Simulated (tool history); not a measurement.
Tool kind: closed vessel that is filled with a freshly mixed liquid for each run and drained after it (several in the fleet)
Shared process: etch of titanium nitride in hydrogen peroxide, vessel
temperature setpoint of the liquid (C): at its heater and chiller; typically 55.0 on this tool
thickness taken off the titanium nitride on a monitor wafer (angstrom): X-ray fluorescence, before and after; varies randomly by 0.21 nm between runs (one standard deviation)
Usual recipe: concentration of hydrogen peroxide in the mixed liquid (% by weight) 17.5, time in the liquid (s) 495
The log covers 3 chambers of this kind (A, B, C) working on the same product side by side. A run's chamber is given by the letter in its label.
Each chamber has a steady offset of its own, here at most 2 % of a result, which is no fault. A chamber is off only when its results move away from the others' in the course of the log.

| run | hour | temperature setpoint of the liquid (C) | concentration of hydrogen peroxide in the mixed liquid (% by weight) | time in the liquid (s) | hours since the thermometer was replaced | hours since the peroxide flow meter was replaced | hours since the drum of peroxide was connected | read-back film thickness of the titanium nitride reference wafer, read on the same gauge (nm) | thickness taken off the titanium nitride on a monitor wafer (angstrom) |
|---|---|---|---|---|---|---|---|---|---|
| 1B | 5.3 | 55.0 | 17.5 | 495 | 283.3 | 1846.7 | 348.0 | 140.00 | 246.29 |
| 2A | 13.9 | 55.0 | 17.5 | 495 | 2144.4 | 407.9 | 1034.3 | 139.99 | 245.85 |
|  | 17.9 | chamber B: peroxide flow meter replaced |
| 3C | 19.9 | 55.0 | 17.5 | 495 | 24.9 | 1375.9 | 59.7 | 139.99 | 245.94 |
| 4A | 26.2 | 55.0 | 17.5 | 495 | 2156.7 | 420.2 | 1046.6 | 140.02 | 247.43 |
| 5C | 34.7 | 55.0 | 17.5 | 495 | 39.7 | 1390.7 | 74.5 | 139.98 | 247.68 |
| 6B | 43.0 | 55.0 | 17.5 | 495 | 321.0 | 25.2 | 385.7 | 140.00 | 243.25 |
| 7C | 52.3 | 55.0 | 17.5 | 495 | 57.3 | 1408.3 | 92.1 | 140.00 | 245.76 |
| 8A | 61.8 | 55.0 | 17.5 | 495 | 2192.3 | 455.8 | 1082.2 | 140.00 | 240.68 |
| 9B | 66.5 | 55.0 | 17.5 | 495 | 344.5 | 48.7 | 409.2 | 139.99 | 241.52 |
| 10C | 74.5 | 48.5 | 19.5 | 495 | 79.5 | 1430.5 | 114.3 | 140.00 | 156.06 |
|  | 77.2 | chamber A: thermometer replaced |
| 11B | 78.9 | 48.5 | 19.5 | 495 | 356.9 | 61.1 | 421.6 | 140.01 | 155.70 |
| 12A | 87.9 | 48.5 | 19.5 | 495 | 10.7 | 481.9 | 1108.3 | 139.99 | 159.64 |
| 13A | 93.9 | 55.0 | 17.5 | 495 | 16.7 | 487.9 | 1114.3 | 140.00 | 244.04 |
| 14B | 103.8 | 55.0 | 17.5 | 495 | 381.8 | 86.0 | 446.5 | 140.01 | 240.00 |
| 15C | 111.6 | 55.0 | 17.5 | 495 | 116.6 | 1467.6 | 151.4 | 139.98 | 242.96 |
| 16B | 119.8 | 55.0 | 17.5 | 495 | 397.8 | 102.0 | 462.5 | 140.00 | 244.04 |
| 17A | 127.8 | 55.0 | 17.5 | 495 | 50.6 | 521.8 | 1148.2 | 140.02 | 242.21 |
| 18C | 133.8 | 55.0 | 17.5 | 495 | 138.8 | 1489.8 | 173.6 | 140.01 | 247.86 |
| 19C | 143.0 | 55.0 | 17.5 | 495 | 148.0 | 1499.0 | 182.8 | 140.00 | 243.35 |
| 20B | 152.8 | 59.0 | 17.5 | 630 | 430.8 | 135.0 | 495.5 | 140.01 | 410.06 |
| 21A | 158.5 | 59.0 | 17.5 | 630 | 81.3 | 552.5 | 1178.9 | 140.00 | 411.17 |
| 22C | 164.1 | 59.0 | 17.5 | 630 | 169.1 | 1520.1 | 203.9 | 139.99 | 408.44 |
|  | 165.3 | chamber B: new drum of peroxide connected |
| 23B | 173.1 | 55.0 | 17.5 | 495 | 451.1 | 155.3 | 7.8 | 140.00 | 243.44 |
| 24A | 178.6 | 55.0 | 17.5 | 495 | 101.4 | 572.6 | 1199.0 | 140.00 | 242.93 |
| 25C | 184.5 | 59.5 | 17.5 | 495 | 189.5 | 1540.5 | 224.3 | 140.00 | 337.50 |
| 26A | 193.2 | 59.5 | 17.5 | 495 | 116.0 | 587.2 | 1213.6 | 139.99 | 328.60 |
| 27B | 202.2 | 59.5 | 17.5 | 495 | 480.2 | 184.4 | 36.9 | 139.96 | 337.73 |
| 28A | 212.1 | 55.0 | 17.5 | 495 | 134.9 | 606.1 | 1232.5 | 140.00 | 241.69 |
|  | 213.2 | chamber C: peroxide flow meter replaced |
| 29C | 216.9 | 55.0 | 17.5 | 495 | 221.9 | 3.8 | 256.7 | 139.99 | 248.82 |
| 30B | 225.1 | 55.0 | 17.5 | 495 | 503.1 | 207.3 | 59.8 | 139.99 | 245.22 |
| 31A | 232.1 | 55.0 | 19.5 | 495 | 154.9 | 626.1 | 1252.5 | 140.00 | 253.01 |
| 32B | 238.4 | 55.0 | 19.5 | 495 | 516.4 | 220.6 | 73.1 | 140.01 | 253.67 |
| 33C | 246.1 | 55.0 | 19.5 | 495 | 251.1 | 33.0 | 285.9 | 140.02 | 252.72 |

Decide between three cases: one chamber stands off from its peers, the gauge reading all wafers drifts, or nothing is wrong past each chamber's small offset. Where a chamber is off, say which and what most likely put it there.

Nothing is wrong: each chamber keeps only its own small, steady offset and the gauge holds still.
